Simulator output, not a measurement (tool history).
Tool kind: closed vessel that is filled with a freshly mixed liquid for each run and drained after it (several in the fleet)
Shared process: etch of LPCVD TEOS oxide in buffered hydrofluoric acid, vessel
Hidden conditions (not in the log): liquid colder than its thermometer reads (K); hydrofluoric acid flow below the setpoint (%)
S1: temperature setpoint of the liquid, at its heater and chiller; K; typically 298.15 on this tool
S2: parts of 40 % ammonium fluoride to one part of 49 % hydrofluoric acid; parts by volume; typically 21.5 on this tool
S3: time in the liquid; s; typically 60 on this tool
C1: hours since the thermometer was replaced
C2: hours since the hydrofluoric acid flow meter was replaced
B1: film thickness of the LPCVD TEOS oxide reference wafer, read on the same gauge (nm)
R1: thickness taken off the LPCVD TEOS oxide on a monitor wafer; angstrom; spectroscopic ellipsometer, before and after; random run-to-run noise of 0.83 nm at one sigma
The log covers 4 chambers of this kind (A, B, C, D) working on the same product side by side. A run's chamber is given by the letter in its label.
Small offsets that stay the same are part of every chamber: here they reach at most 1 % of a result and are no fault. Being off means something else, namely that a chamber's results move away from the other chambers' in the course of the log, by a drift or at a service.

run,hour,S1,S2,S3,C1,C2,B1,R1
1A,10.1,298.15,21.5,60,248.8,522.2,109.97,1396.7
2B,17.2,298.15,21.5,60,1703.5,464.9,109.99,1414
3D,26.7,298.15,21.5,60,925.2,1370,110.02,1406.2
4C,40.4,298.15,21.5,60,608.9,350.9,110.02,1417.2
5C,50.2,298.15,21.5,60,618.7,360.7,110.02,1416.1
6A,60.8,298.15,21.5,60,299.5,572.9,109.98,1402.9
7B,75.2,298.15,21.5,60,1761.5,522.9,110,1390.1
# hour 80.9: chamber D: hydrofluoric acid flow meter replaced
8D,84.7,298.15,21.5,60,983.2,3.9,109.98,1411.1
9D,93.2,298.15,21.5,60,991.7,12.4,110,1411
10C,101,298.15,21.5,60,669.5,411.5,110.03,1410.4
# hour 109.2: chamber A: hydrofluoric acid flow meter replaced
11B,115.7,298.15,21.5,60,1802,563.4,109.99,1413.2
12A,129.6,298.15,21.5,60,368.3,20.4,109.99,1415.6
13C,138.3,298.15,21.5,60,706.8,448.8,110.01,1394.9
14B,153.2,298.15,21.5,60,1839.5,600.9,109.99,1392.7
15D,162.3,294.15,21.5,40,1060.8,81.5,110,744.1
16A,174.1,294.15,21.5,40,412.8,64.9,110.02,754.32
17A,184.1,294.15,21.5,40,422.8,74.9,110.01,763.55
18B,194.8,294.15,21.5,40,1881.1,642.5,110,746.45
19C,202.8,298.15,21.5,60,771.3,513.3,110,1358.7
20D,211.1,299.65,29,60,1109.6,130.3,109.98,1240.6
21B,220.8,299.65,29,60,1907.1,668.5,109.97,1228.8
22D,234.3,299.65,29,60,1132.8,153.5,110,1249.9
23C,246.9,299.65,29,60,815.4,557.4,110.01,1171.5
24A,258.6,298.15,21.5,60,497.3,149.4,110,1418.2
25C,268.9,298.15,21.5,60,837.4,579.4,110.01,1338
26A,282.1,298.15,21.5,60,520.8,172.9,110,1414.6
27D,292.3,298.15,21.5,60,1190.8,211.5,110,1404.4
28B,301,298.15,21.5,60,1987.3,748.7,110.04,1405.7
29B,315.2,298.15,21.5,60,2001.5,762.9,109.98,1403.7
30D,326.4,298.15,21.5,60,1224.9,245.6,109.97,1392.4
31C,333.3,298.15,21.5,60,901.8,643.8,110,1295.3

The same settings go to every chamber for the next run, one line per chamber below. Forecast the results for each:
32A,344.2,294.65,21.5,60,,,,?
32B,344.2,294.65,21.5,60,,,,?
32C,344.2,294.65,21.5,60,,,,?
32D,344.2,294.65,21.5,60,,,,?

run,R1
32A,1163
32B,1152.5
32C,1072.3
32D,1167.6
